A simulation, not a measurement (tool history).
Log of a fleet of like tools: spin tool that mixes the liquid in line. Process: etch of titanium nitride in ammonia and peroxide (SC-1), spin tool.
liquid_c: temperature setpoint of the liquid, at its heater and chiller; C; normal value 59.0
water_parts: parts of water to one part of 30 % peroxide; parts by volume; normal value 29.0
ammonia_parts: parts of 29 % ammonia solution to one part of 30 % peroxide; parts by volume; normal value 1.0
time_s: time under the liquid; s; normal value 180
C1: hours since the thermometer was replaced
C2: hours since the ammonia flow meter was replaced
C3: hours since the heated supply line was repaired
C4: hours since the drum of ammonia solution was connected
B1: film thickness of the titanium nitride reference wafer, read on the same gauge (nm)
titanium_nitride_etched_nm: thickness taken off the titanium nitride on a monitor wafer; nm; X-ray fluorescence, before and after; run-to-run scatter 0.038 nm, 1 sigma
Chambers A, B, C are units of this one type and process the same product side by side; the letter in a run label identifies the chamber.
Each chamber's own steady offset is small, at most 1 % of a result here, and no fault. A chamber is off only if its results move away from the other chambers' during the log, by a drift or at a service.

run 1C hour=11.7 | liquid_c=59.0 water_parts=29.0 ammonia_parts=1.0 time_s=180 | C1=355.5 C2=1673.1 C3=95.2 C4=144.6 | B1=119.99 | titanium_nitride_etched_nm=12.4680
run 2A hour=20.0 | liquid_c=59.0 water_parts=29.0 ammonia_parts=1.0 time_s=180 | C1=64.2 C2=651.3 C3=428.2 C4=795.4 | B1=120.00 | titanium_nitride_etched_nm=12.1960
run 3B hour=29.8 | liquid_c=59.0 water_parts=29.0 ammonia_parts=1.0 time_s=180 | C1=280.1 C2=246.9 C3=2482.7 C4=297.2 | B1=120.01 | titanium_nitride_etched_nm=12.3650
run 4A hour=42.9 | liquid_c=59.0 water_parts=29.0 ammonia_parts=1.0 time_s=180 | C1=87.1 C2=674.2 C3=451.1 C4=818.3 | B1=120.01 | titanium_nitride_etched_nm=12.2540
run 5C hour=51.3 | liquid_c=59.0 water_parts=29.0 ammonia_parts=1.0 time_s=180 | C1=395.1 C2=1712.7 C3=134.8 C4=184.2 | B1=120.01 | titanium_nitride_etched_nm=12.3700
run 6B hour=61.2 | liquid_c=59.0 water_parts=29.0 ammonia_parts=1.0 time_s=180 | C1=311.5 C2=278.3 C3=2514.1 C4=328.6 | B1=120.00 | titanium_nitride_etched_nm=12.3190
run 7C hour=71.5 | liquid_c=59.0 water_parts=29.0 ammonia_parts=1.0 time_s=180 | C1=415.3 C2=1732.9 C3=155.0 C4=204.4 | B1=120.02 | titanium_nitride_etched_nm=12.4130
run 8A hour=81.4 | liquid_c=59.0 water_parts=29.0 ammonia_parts=0.6 time_s=180 | C1=125.6 C2=712.7 C3=489.6 C4=856.8 | B1=119.99 | titanium_nitride_etched_nm=11.1120
run 9B hour=90.9 | liquid_c=59.0 water_parts=29.0 ammonia_parts=0.6 time_s=180 | C1=341.2 C2=308.0 C3=2543.8 C4=358.3 | B1=119.99 | titanium_nitride_etched_nm=11.1990
-- hour=91.1 chamber B: heated supply line repaired
run 10A hour=99.8 | liquid_c=59.0 water_parts=29.0 ammonia_parts=0.6 time_s=180 | C1=144.0 C2=731.1 C3=508.0 C4=875.2 | B1=120.00 | titanium_nitride_etched_nm=11.2120
run 11C hour=108.3 | liquid_c=59.0 water_parts=29.0 ammonia_parts=1.0 time_s=180 | C1=452.1 C2=1769.7 C3=191.8 C4=241.2 | B1=120.01 | titanium_nitride_etched_nm=12.2710
run 12B hour=122.5 | liquid_c=59.0 water_parts=29.0 ammonia_parts=1.0 time_s=180 | C1=372.8 C2=339.6 C3=31.4 C4=389.9 | B1=120.00 | titanium_nitride_etched_nm=12.2440
run 13C hour=130.6 | liquid_c=59.0 water_parts=29.0 ammonia_parts=1.0 time_s=180 | C1=474.4 C2=1792.0 C3=214.1 C4=263.5 | B1=119.99 | titanium_nitride_etched_nm=12.2860
run 14A hour=140.4 | liquid_c=59.0 water_parts=20.5 ammonia_parts=1.0 time_s=75 | C1=184.6 C2=771.7 C3=548.6 C4=915.8 | B1=120.00 | titanium_nitride_etched_nm=6.1519
run 15B hour=152.5 | liquid_c=59.0 water_parts=20.5 ammonia_parts=1.0 time_s=75 | C1=402.8 C2=369.6 C3=61.4 C4=419.9 | B1=120.00 | titanium_nitride_etched_nm=6.2290
-- hour=153.5 chamber B: new drum of ammonia solution connected
run 16C hour=167.0 | liquid_c=59.0 water_parts=20.5 ammonia_parts=1.0 time_s=75 | C1=510.8 C2=1828.4 C3=250.5 C4=299.9 | B1=119.99 | titanium_nitride_etched_nm=6.1268
-- hour=174.9 chamber C: new drum of ammonia solution connected
run 17B hour=181.1 | liquid_c=59.0 water_parts=29.0 ammonia_parts=1.0 time_s=130 | C1=431.4 C2=398.2 C3=90.0 C4=27.7 | B1=120.01 | titanium_nitride_etched_nm=8.8818
-- hour=183.2 chamber B: ammonia flow meter replaced
-- hour=185.8 chamber A: new drum of ammonia solution connected
run 18A hour=193.2 | liquid_c=59.0 water_parts=29.0 ammonia_parts=1.0 time_s=130 | C1=237.4 C2=824.5 C3=601.4 C4=7.4 | B1=120.00 | titanium_nitride_etched_nm=8.8650
run 19C hour=206.4 | liquid_c=59.0 water_parts=29.0 ammonia_parts=1.0 time_s=130 | C1=550.2 C2=1867.8 C3=289.9 C4=31.5 | B1=120.00 | titanium_nitride_etched_nm=8.7109
run 20A hour=219.2 | liquid_c=59.0 water_parts=29.0 ammonia_parts=1.0 time_s=180 | C1=263.4 C2=850.5 C3=627.4 C4=33.4 | B1=120.00 | titanium_nitride_etched_nm=12.3270
run 21B hour=232.2 | liquid_c=59.0 water_parts=29.0 ammonia_parts=1.0 time_s=180 | C1=482.5 C2=49.0 C3=141.1 C4=78.8 | B1=119.99 | titanium_nitride_etched_nm=12.2740
run 22B hour=239.3 | liquid_c=62.5 water_parts=29.0 ammonia_parts=1.0 time_s=180 | C1=489.6 C2=56.1 C3=148.2 C4=85.9 | B1=120.00 | titanium_nitride_etched_nm=15.4460
run 23A hour=252.9 | liquid_c=62.5 water_parts=29.0 ammonia_parts=1.0 time_s=180 | C1=297.1 C2=884.2 C3=661.1 C4=67.1 | B1=120.02 | titanium_nitride_etched_nm=15.4190

All 3 chambers run these settings next. Forecast each chamber's results:
run 24A hour=263.9 | liquid_c=67.5 water_parts=29.0 ammonia_parts=1.0 time_s=180 | titanium_nitride_etched_nm=?
run 24B hour=263.9 | liquid_c=67.5 water_parts=29.0 ammonia_parts=1.0 time_s=180 | titanium_nitride_etched_nm=?
run 24C hour=263.9 | liquid_c=67.5 water_parts=29.0 ammonia_parts=1.0 time_s=180 | titanium_nitride_etched_nm=?

run=24A titanium_nitride_etched_nm=21.2960
run=24B titanium_nitride_etched_nm=21.0950
run=24C titanium_nitride_etched_nm=20.5860
